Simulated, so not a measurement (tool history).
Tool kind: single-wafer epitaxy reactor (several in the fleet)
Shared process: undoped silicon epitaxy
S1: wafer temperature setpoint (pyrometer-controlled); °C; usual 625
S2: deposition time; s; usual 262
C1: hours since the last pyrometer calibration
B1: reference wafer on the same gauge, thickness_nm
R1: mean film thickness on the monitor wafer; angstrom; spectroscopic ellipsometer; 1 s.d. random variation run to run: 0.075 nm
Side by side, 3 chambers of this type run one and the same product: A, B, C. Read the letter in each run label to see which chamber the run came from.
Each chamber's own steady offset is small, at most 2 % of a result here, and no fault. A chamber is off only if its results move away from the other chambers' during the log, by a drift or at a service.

Run 1B, hour 13: usual settings; C1 720.9; B1 25.114. Result: R1 249.32 angstrom.
Run 2C, hour 24.2: usual settings; C1 33.3; B1 25.105. Result: R1 251.52 angstrom.
Run 3A, hour 33.4: usual settings; C1 834.1; B1 25.087. Result: R1 256.8 angstrom.
Run 4A, hour 47.3: usual settings; C1 848; B1 25.098. Result: R1 254.92 angstrom.
Run 5B, hour 59.1: usual settings; C1 767; B1 25.092. Result: R1 249.02 angstrom.
Run 6C, hour 66.9: usual settings; C1 76; B1 25.101. Result: R1 252.11 angstrom.
Run 7B, hour 79.2: usual settings; C1 787.1; B1 25.102. Result: R1 249.43 angstrom.
Run 8C, hour 94.1: usual settings; C1 103.2; B1 25.083. Result: R1 253.53 angstrom.
Run 9A, hour 109.9: usual settings; C1 910.6; B1 25.092. Result: R1 254 angstrom.
Run 10A, hour 119: usual settings; C1 919.7; B1 25.071. Result: R1 255.68 angstrom.
Run 11B, hour 128.6: usual settings; C1 836.5; B1 25.1. Result: R1 249.97 angstrom.
Run 12C, hour 139.1: usual settings; C1 148.2; B1 25.091. Result: R1 251.03 angstrom.
Run 13A, hour 153.8: usual settings; C1 954.5; B1 25.1. Result: R1 255.4 angstrom.
Run 14B, hour 162.4: usual settings but S1 632 °C, S2 222 s; C1 870.3; B1 25.11. Result: R1 247.05 angstrom.
Run 15C, hour 175.3: usual settings but S1 632 °C, S2 222 s; C1 184.4; B1 25.09. Result: R1 249.15 angstrom.
Run 16C, hour 189.7: usual settings but S1 632 °C, S2 222 s; C1 198.8; B1 25.1. Result: R1 249.23 angstrom.
Run 17A, hour 202.7: usual settings; C1 1003.4; B1 25.115. Result: R1 256.41 angstrom.
Run 18B, hour 213.5: usual settings; C1 921.4; B1 25.112. Result: R1 251.93 angstrom.
Run 19B, hour 224.5: usual settings; C1 932.4; B1 25.078. Result: R1 252.22 angstrom.
Run 20A, hour 233.6: usual settings; C1 1034.3; B1 25.091. Result: R1 255.57 angstrom.
Run 21C, hour 247.3: usual settings; C1 256.4; B1 25.103. Result: R1 250.37 angstrom.
Run 22B, hour 254.9: usual settings; C1 962.8; B1 25.104. Result: R1 253.65 angstrom.
Run 23A, hour 262: usual settings but S2 280 s; C1 1062.7; B1 25.106. Result: R1 274.13 angstrom.
Run 24C, hour 271.9: usual settings but S2 280 s; C1 281; B1 25.108. Result: R1 269.31 angstrom.
Run 25A, hour 281.1: usual settings but S2 280 s; C1 1081.8; B1 25.097. Result: R1 272.33 angstrom.
Run 26C, hour 290.1: usual settings; C1 299.2; B1 25.099. Result: R1 252.29 angstrom.
Run 27B, hour 303.5: usual settings; C1 1011.4; B1 25.114. Result: R1 255.66 angstrom.
Run 28A, hour 315.4: usual settings; C1 1116.1; B1 25.11. Result: R1 255.28 angstrom.
Run 29B, hour 326.9: usual settings; C1 1034.8; B1 25.108. Result: R1 255.02 angstrom.
Run 30C, hour 336.7: usual settings but S1 634 °C, S2 217 s; C1 345.8; B1 25.072. Result: R1 256.29 angstrom.
Run 31A, hour 346.9: usual settings but S1 634 °C, S2 217 s; C1 1147.6; B1 25.079. Result: R1 258.89 angstrom.
Run 32B, hour 358: usual settings but S1 634 °C, S2 217 s; C1 1065.9; B1 25.115. Result: R1 261.3 angstrom.
Run 33C, hour 365.9: usual settings but S1 620 °C; C1 375; B1 25.118. Result: R1 224.31 angstrom.
Run 34B, hour 375.4: usual settings but S1 620 °C; C1 1083.3; B1 25.092. Result: R1 229.15 angstrom.
Run 35C, hour 383.5: usual settings but S1 620 °C; C1 392.6; B1 25.107. Result: R1 225.56 angstrom.
Run 36A, hour 393.6: usual settings; C1 1194.3; B1 25.121. Result: R1 256.42 angstrom.
Run 37C, hour 400.6: usual settings; C1 409.7; B1 25.109. Result: R1 252.18 angstrom.
Run 38B, hour 408.4: usual settings; C1 1116.3; B1 25.086. Result: R1 258.13 angstrom.
Run 39A, hour 416.1: usual settings; C1 1216.8; B1 25.109. Result: R1 255.43 angstrom.

One chamber off, gauge drift, or nothing amiss beyond the chambers' own small offsets? If it is a chamber, which one, and what is the likeliest cause?

It is chamber B that slowly wanders off from its peers.
Cause: wafer temperature above the value expected at the setpoint (K) = 1.7.

Here are 4 candidates for chamber B's next run, each the usual settings with a change, their results left as question marks. Which one brings its results back in line with what the others give on the usual settings?
In line means no further than this from the other chambers' mean on the usual settings: R1 2.6 angstrom
Run 40B-1, hour 427.4: usual settings but S2 257 s. Result: R1 ?.
Run 40B-2, hour 427.4: usual settings but S1 626 °C, S2 265 s. Result: R1 ?.
Run 40B-3, hour 427.4: usual settings but S1 624 °C, S2 259 s. Result: R1 ?.
Run 40B-4, hour 427.4: usual settings but S1 626 °C. Result: R1 ?.

Other chambers, usual settings, mean: R1 253.98 angstrom
  run      R1
40B-1  253.68
40B-2  267.58
40B-3  249.92
40B-4  264.55
40B-1 puts the chamber back in line with the other chambers.
